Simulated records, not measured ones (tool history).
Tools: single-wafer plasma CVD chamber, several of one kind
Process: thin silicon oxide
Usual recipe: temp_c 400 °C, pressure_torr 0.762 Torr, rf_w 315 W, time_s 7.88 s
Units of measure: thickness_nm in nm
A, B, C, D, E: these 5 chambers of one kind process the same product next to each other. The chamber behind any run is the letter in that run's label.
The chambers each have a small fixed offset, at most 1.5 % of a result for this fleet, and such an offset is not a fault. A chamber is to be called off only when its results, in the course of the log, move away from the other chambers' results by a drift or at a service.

run   hour  temp_c  pressure_torr  rf_w  time_s  read-back reference wafer on the same gauge, thickness_nm  thickness_nm
 1C    8.7     400          0.762   315    7.88                                                     12.495        14.099
      15.2  -- chamber B: capacitance manometer re-zeroed and calibrated
 2D     18     400          0.762   315    7.88                                                     12.518        14.116
 3A   26.4     400          0.762   315    7.88                                                     12.487        14.069
 4B   38.4     400          0.762   315    7.88                                                     12.504        14.106
 5E   45.9     400          0.762   315    7.88                                                     12.505        13.847
 6E   57.6     400          0.762   315    7.88                                                     12.498        13.914
      61.4  -- chamber A: capacitance manometer re-zeroed and calibrated
 7B   67.8     400          0.762   315    7.88                                                     12.512        14.215
 8D     75     400          0.762   315    7.88                                                     12.503        14.197
 9A   83.6     400          0.762   315    7.88                                                     12.506        14.127
10C   91.8     400          0.762   315    7.88                                                       12.5        13.971
11A  100.3     400          0.762   315    7.88                                                     12.496        14.113
12D    112     400          0.762   315    7.13                                                     12.503        12.712
13E  122.6     400          0.762   315    7.13                                                     12.499        12.601
14C  130.6     400          0.762   315    7.13                                                     12.511         12.62
15B  141.3     400          0.762   315    7.13                                                     12.494        12.824
16A  151.7     400          0.762   315    7.13                                                     12.486        12.817
17C  163.8     400          0.762   315    7.88                                                     12.509        13.995
18E  172.6     400          0.762   315    7.88                                                     12.501        13.956
19B  179.9     400          0.762   315    7.88                                                     12.503        13.983
20D  186.5     400          0.762   315    7.88                                                       12.5        14.104
21E  194.1     400          0.637   315    7.88                                                     12.507         11.58
22B  201.4     400          0.637   315    7.88                                                     12.499        11.757
     204.5  -- chamber D: capacitance manometer re-zeroed and calibrated
23D  209.1     400          0.637   315    7.88                                                     12.511        11.688
24A  221.3     400          0.637   315    7.88                                                      12.48         11.72
25C  228.4     400          0.637   315    7.88                                                     12.496        11.571
26A  240.1     400          0.762   315    7.88                                                     12.496        14.063
27E  247.4     400          0.762   315    7.88                                                     12.505        13.917
28C  256.4     400          0.762   315    7.88                                                     12.496        13.915
29D  262.2     400          0.762   315    7.88                                                     12.488        14.168
30B  268.8     400          0.762   315    7.88                                                     12.508        14.101
31B  275.3     400          0.762   315    7.88                                                     12.509        14.061
32A    282     400          0.762   315    7.88                                                     12.493        14.105
33E  287.8     400          0.762   315    7.88                                                     12.504        13.863
34D  293.5     400          0.601   315    7.88                                                     12.487        10.959

For the next run the whole fleet of 5 chambers uses the same settings. Give each chamber's results:
35A  302.5     400          0.762   315    7.88                                                                        ?
35B  302.5     400          0.762   315    7.88                                                                        ?
35C  302.5     400          0.762   315    7.88                                                                        ?
35D  302.5     400          0.762   315    7.88                                                                        ?
35E  302.5     400          0.762   315    7.88                                                                        ?

run  thickness_nm
35A        14.055
35B         14.13
35C         14.07
35D        14.099
35E        13.971
